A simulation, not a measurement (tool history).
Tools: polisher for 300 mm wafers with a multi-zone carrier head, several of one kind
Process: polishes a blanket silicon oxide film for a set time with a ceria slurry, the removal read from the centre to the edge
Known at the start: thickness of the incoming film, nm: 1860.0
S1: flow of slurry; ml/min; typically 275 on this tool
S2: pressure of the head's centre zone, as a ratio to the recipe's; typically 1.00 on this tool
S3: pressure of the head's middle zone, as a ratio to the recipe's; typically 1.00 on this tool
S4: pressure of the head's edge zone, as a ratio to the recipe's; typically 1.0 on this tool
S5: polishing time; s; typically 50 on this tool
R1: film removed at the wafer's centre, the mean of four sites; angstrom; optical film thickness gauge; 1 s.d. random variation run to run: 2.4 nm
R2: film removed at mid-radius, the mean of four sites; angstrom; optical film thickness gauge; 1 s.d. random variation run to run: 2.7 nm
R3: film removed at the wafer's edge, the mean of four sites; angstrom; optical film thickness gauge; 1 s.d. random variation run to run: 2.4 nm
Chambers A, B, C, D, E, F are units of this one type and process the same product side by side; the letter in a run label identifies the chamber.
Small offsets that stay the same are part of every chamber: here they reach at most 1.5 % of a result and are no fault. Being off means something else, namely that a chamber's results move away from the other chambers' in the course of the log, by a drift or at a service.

run 1C day=0.304 | S1=275 S2=1.00 S3=1.00 S4=1.0 S5=50 | R1=1970.7 R2=1933.0 R3=1923.5
run 2E day=0.588 | S1=275 S2=1.00 S3=1.00 S4=1.0 S5=50 | R1=1932.0 R2=1931.3 R3=1952.1
-- day=0.883 chamber D: worn pad replaced by a new one
run 3F day=1.075 | S1=275 S2=1.00 S3=1.00 S4=1.0 S5=50 | R1=1957.4 R2=1928.1 R3=1932.9
-- day=1.125 chamber C: worn pad replaced by a new one
-- day=1.138 chamber A: worn pad replaced by a new one
-- day=1.383 chamber E: worn pad replaced by a new one
run 4B day=1.408 | S1=275 S2=1.00 S3=1.00 S4=1.0 S5=50 | R1=1905.0 R2=1985.7 R3=1976.5
run 5D day=1.721 | S1=275 S2=1.00 S3=1.00 S4=1.0 S5=50 | R1=1935.2 R2=1975.2 R3=1959.9
run 6A day=2.167 | S1=275 S2=1.00 S3=1.00 S4=1.0 S5=50 | R1=1970.1 R2=1990.2 R3=1958.4
-- day=2.262 chamber A: centre zone pressure recalibrated
-- day=2.458 chamber B: worn pad replaced by a new one
-- day=2.579 chamber F: worn pad replaced by a new one
run 7A day=2.654 | S1=275 S2=1.00 S3=1.00 S4=1.0 S5=50 | R1=1962.8 R2=1997.1 R3=1956.1
run 8C day=2.946 | S1=275 S2=1.00 S3=1.00 S4=1.0 S5=50 | R1=1974.6 R2=1934.0 R3=1955.8
run 9F day=3.371 | S1=275 S2=1.00 S3=1.00 S4=1.0 S5=50 | R1=1934.2 R2=1960.2 R3=1964.8
run 10E day=3.612 | S1=275 S2=1.00 S3=1.00 S4=1.0 S5=50 | R1=1938.0 R2=1928.0 R3=1971.8
-- day=3.721 chamber C: worn pad replaced by a new one
run 11B day=4.125 | S1=275 S2=1.00 S3=1.00 S4=1.0 S5=50 | R1=1908.2 R2=1966.4 R3=1999.9
run 12D day=4.421 | S1=275 S2=1.00 S3=0.92 S4=1.0 S5=42 | R1=1637.3 R2=1543.1 R3=1625.7
-- day=4.479 chamber D: slurry nozzle cleaned
-- day=4.583 chamber E: edge zone pressure recalibrated
run 13C day=4.771 | S1=275 S2=1.00 S3=0.92 S4=1.0 S5=42 | R1=1657.3 R2=1527.8 R3=1673.1
-- day=4.942 chamber B: centre zone pressure recalibrated
run 14D day=5.046 | S1=275 S2=1.00 S3=0.92 S4=1.0 S5=42 | R1=1647.4 R2=1530.3 R3=1653.7
-- day=5.229 chamber B: worn pad replaced by a new one
-- day=5.333 chamber A: slurry nozzle cleaned
run 15E day=5.446 | S1=275 S2=1.00 S3=0.92 S4=1.0 S5=42 | R1=1617.8 R2=1514.1 R3=1661.1
run 16B day=5.883 | S1=275 S2=1.00 S3=0.92 S4=1.0 S5=42 | R1=1638.1 R2=1504.9 R3=1651.1
-- day=6.008 chamber D: worn pad replaced by a new one
-- day=6.029 chamber A: worn pad replaced by a new one
-- day=6.233 chamber C: centre zone pressure recalibrated
run 17F day=6.362 | S1=275 S2=1.00 S3=0.92 S4=1.0 S5=42 | R1=1638.8 R2=1549.3 R3=1653.0
run 18A day=6.754 | S1=275 S2=1.00 S3=1.00 S4=1.1 S5=56 | R1=2186.7 R2=2128.6 R3=2305.6
-- day=7.071 chamber F: edge zone pressure recalibrated
-- day=7.133 chamber C: worn pad replaced by a new one
run 19E day=7.175 | S1=275 S2=1.00 S3=1.00 S4=1.1 S5=56 | R1=2217.7 R2=2126.7 R3=2328.6
run 20B day=7.592 | S1=275 S2=1.00 S3=1.00 S4=1.1 S5=56 | R1=2181.4 R2=2211.4 R3=2306.7
-- day=7.662 chamber F: worn pad replaced by a new one
-- day=7.733 chamber E: worn pad replaced by a new one
-- day=7.838 chamber B: worn pad replaced by a new one
run 21C day=7.883 | S1=275 S2=1.00 S3=1.00 S4=1.1 S5=56 | R1=2202.3 R2=2188.0 R3=2335.1
run 22D day=8.367 | S1=275 S2=1.00 S3=1.00 S4=1.1 S5=56 | R1=2196.4 R2=2128.8 R3=2337.1
run 23F day=8.717 | S1=275 S2=1.00 S3=1.00 S4=1.1 S5=56 | R1=2202.5 R2=2173.1 R3=2322.8
-- day=8.738 chamber C: slurry nozzle cleaned
run 24A day=9.196 | S1=275 S2=1.00 S3=1.00 S4=1.0 S5=50 | R1=1931.6 R2=1949.7 R3=1933.2
run 25C day=9.546 | S1=275 S2=1.00 S3=1.00 S4=1.0 S5=50 | R1=2000.2 R2=1961.9 R3=1961.9
run 26A day=9.804 | S1=275 S2=1.00 S3=1.00 S4=1.0 S5=50 | R1=1994.2 R2=2001.2 R3=1930.3
-- day=10.012 chamber C: worn pad replaced by a new one
run 27E day=10.267 | S1=275 S2=1.00 S3=1.00 S4=1.0 S5=50 | R1=1986.7 R2=1969.1 R3=1969.3
run 28F day=10.750 | S1=275 S2=1.00 S3=1.00 S4=1.0 S5=50 | R1=1940.7 R2=1962.0 R3=1916.3
-- day=11.067 chamber B: worn pad replaced by a new one
-- day=11.108 chamber D: worn pad replaced by a new one
run 29D day=11.158 | S1=275 S2=1.00 S3=1.00 S4=1.0 S5=50 | R1=1946.8 R2=1959.2 R3=1973.0
-- day=11.492 chamber D: edge zone pressure recalibrated
-- day=11.500 chamber F: centre zone pressure recalibrated
run 30B day=11.517 | S1=310 S2=1.00 S3=0.92 S4=1.0 S5=50 | R1=1995.9 R2=1873.6 R3=1921.6
-- day=11.696 chamber A: worn pad replaced by a new one
run 31F day=11.846 | S1=310 S2=1.00 S3=0.92 S4=1.0 S5=50 | R1=1983.9 R2=1850.1 R3=1946.2
-- day=12.167 chamber F: slurry nozzle cleaned
-- day=12.221 chamber F: worn pad replaced by a new one
run 32A day=12.375 | S1=310 S2=1.00 S3=0.92 S4=1.0 S5=50 | R1=2032.0 R2=1833.3 R3=1934.5
-- day=12.788 chamber E: worn pad replaced by a new one
run 33B day=12.888 | S1=310 S2=1.00 S3=0.92 S4=1.0 S5=50 | R1=2021.7 R2=1828.9 R3=2002.3
run 34D day=13.300 | S1=310 S2=1.00 S3=0.92 S4=1.0 S5=50 | R1=2027.9 R2=1834.3 R3=2021.1
-- day=13.388 chamber C: worn pad replaced by a new one
run 35E day=13.725 | S1=310 S2=1.00 S3=0.92 S4=1.0 S5=50 | R1=1937.2 R2=1774.1 R3=1952.7
run 36C day=14.096 | S1=275 S2=0.91 S3=1.00 S4=1.0 S5=50 | R1=1765.1 R2=1955.9 R3=1976.2
run 37D day=14.575 | S1=275 S2=0.91 S3=1.00 S4=1.0 S5=50 | R1=1804.3 R2=1998.6 R3=1938.0
run 38A day=14.871 | S1=275 S2=0.91 S3=1.00 S4=1.0 S5=50 | R1=1757.6 R2=1980.4 R3=1972.7
run 39F day=15.246 | S1=275 S2=0.91 S3=1.00 S4=1.0 S5=50 | R1=1781.0 R2=1944.6 R3=1935.0

Each of the 6 chambers runs these same settings next. Fill in every chamber's results:
run 40A day=15.629 | S1=345 S2=1.00 S3=1.00 S4=1.0 S5=50 | R1=? R2=? R3=?
run 40B day=15.629 | S1=345 S2=1.00 S3=1.00 S4=1.0 S5=50 | R1=? R2=? R3=?
run 40C day=15.629 | S1=345 S2=1.00 S3=1.00 S4=1.0 S5=50 | R1=? R2=? R3=?
run 40D day=15.629 | S1=345 S2=1.00 S3=1.00 S4=1.0 S5=50 | R1=? R2=? R3=?
run 40E day=15.629 | S1=345 S2=1.00 S3=1.00 S4=1.0 S5=50 | R1=? R2=? R3=?
run 40F day=15.629 | S1=345 S2=1.00 S3=1.00 S4=1.0 S5=50 | R1=? R2=? R3=?

run=40A R1=1996.7 R2=1987.9 R3=1984.9
run=40B R1=2023.7 R2=2017.8 R3=2026.1
run=40C R1=2024.0 R2=2056.7 R3=1991.1
run=40D R1=2040.7 R2=2071.2 R3=1988.2
run=40E R1=1985.8 R2=1982.6 R3=2039.2
run=40F R1=2034.4 R2=2033.3 R3=1940.0
